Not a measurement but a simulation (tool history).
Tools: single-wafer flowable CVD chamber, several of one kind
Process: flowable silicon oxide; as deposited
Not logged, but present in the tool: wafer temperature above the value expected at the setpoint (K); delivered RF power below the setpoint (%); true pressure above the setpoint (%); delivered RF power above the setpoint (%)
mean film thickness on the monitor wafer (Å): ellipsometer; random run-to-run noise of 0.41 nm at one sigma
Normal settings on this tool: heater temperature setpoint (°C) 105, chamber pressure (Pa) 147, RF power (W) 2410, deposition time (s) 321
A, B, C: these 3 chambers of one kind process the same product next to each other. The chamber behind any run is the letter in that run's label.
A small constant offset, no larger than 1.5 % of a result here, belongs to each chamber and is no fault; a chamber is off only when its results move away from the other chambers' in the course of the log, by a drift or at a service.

| run | hour | heater temperature setpoint (°C) | chamber pressure (Pa) | RF power (W) | deposition time (s) | hours since the last thermocouple change | hours since the last RF generator calibration | hours since the last manometer calibration | read-back reference wafer on the same gauge, thickness_nm | mean film thickness on the monitor wafer (Å) |
|---|---|---|---|---|---|---|---|---|---|---|
| 1A | 3.4 | 105 | 147 | 2410 | 321 | 780.4 | 2645.1 | 1053.5 | 212.97 | 2509.0 |
| 2B | 6.7 | 105 | 147 | 2410 | 321 | 1430.2 | 699.6 | 35.4 | 212.90 | 2498.8 |
| 3C | 10.0 | 105 | 147 | 2410 | 321 | 516.2 | 1122.8 | 183.9 | 212.76 | 2474.0 |
| 4B | 13.4 | 105 | 147 | 2410 | 321 | 1436.9 | 706.3 | 42.1 | 212.82 | 2500.3 |
| 5C | 16.8 | 105 | 147 | 2040 | 321 | 523.0 | 1129.6 | 190.7 | 212.78 | 2401.0 |
| 6A | 19.1 | 105 | 147 | 2040 | 321 | 796.1 | 2660.8 | 1069.2 | 212.72 | 2439.7 |
| 7B | 23.0 | 105 | 147 | 2040 | 321 | 1446.5 | 715.9 | 51.7 | 212.59 | 2429.9 |
| 8A | 26.2 | 105 | 147 | 2410 | 321 | 803.2 | 2667.9 | 1076.3 | 212.63 | 2500.1 |
| 9C | 30.0 | 105 | 147 | 2000 | 321 | 536.2 | 1142.8 | 203.9 | 212.52 | 2396.3 |
| 10B | 32.7 | 105 | 147 | 2000 | 321 | 1456.2 | 725.6 | 61.4 | 212.44 | 2414.7 |
| 11A | 36.1 | 105 | 147 | 2000 | 321 | 813.1 | 2677.8 | 1086.2 | 212.34 | 2429.5 |
| 12C | 40.5 | 105 | 147 | 2410 | 321 | 546.7 | 1153.3 | 214.4 | 212.35 | 2468.6 |
| 13A | 43.2 | 94 | 147 | 2410 | 321 | 820.2 | 2684.9 | 1093.3 | 212.17 | 3624.1 |
| 14B | 46.2 | 94 | 147 | 2410 | 321 | 1469.7 | 739.1 | 74.9 | 212.24 | 3614.2 |
| 15C | 49.3 | 94 | 147 | 2410 | 321 | 555.5 | 1162.1 | 223.2 | 212.30 | 3571.2 |
| 16C | 52.5 | 105 | 147 | 2410 | 321 | 558.7 | 1165.3 | 226.4 | 212.31 | 2467.8 |
| 17A | 56.6 | 105 | 147 | 2410 | 321 | 833.6 | 2698.3 | 1106.7 | 212.01 | 2490.2 |
| 18B | 60.1 | 105 | 147 | 2410 | 321 | 1483.6 | 753.0 | 88.8 | 212.09 | 2488.5 |
| 19A | 63.6 | 105 | 147 | 2410 | 321 | 840.6 | 2705.3 | 1113.7 | 212.07 | 2496.5 |
| 20C | 66.5 | 105 | 147 | 2410 | 321 | 572.7 | 1179.3 | 240.4 | 211.94 | 2458.5 |
| 21B | 70.3 | 105 | 147 | 2410 | 321 | 1493.8 | 763.2 | 99.0 | 211.92 | 2493.5 |
| 22C | 75.2 | 105 | 147 | 2410 | 321 | 581.4 | 1188.0 | 249.1 | 211.82 | 2459.1 |
| 23A | 79.8 | 105 | 147 | 2410 | 321 | 856.8 | 2721.5 | 1129.9 | 211.73 | 2491.0 |
| 24B | 82.2 | 105 | 147 | 2410 | 321 | 1505.7 | 775.1 | 110.9 | 211.63 | 2490.1 |
| 25B | 85.2 | 105 | 147 | 2410 | 321 | 1508.7 | 778.1 | 113.9 | 211.59 | 2486.0 |
| 26C | 88.0 | 105 | 147 | 2410 | 321 | 594.2 | 1200.8 | 261.9 | 211.72 | 2463.2 |

Is one chamber off against the others, does the gauge drift, or is nothing wrong? If a chamber is off, say which, and what the likeliest cause is.

The shared gauge is drifting. All chambers look as if they move in step, but none is off.
What lies behind it: gauge reads low (%) = 0.679.
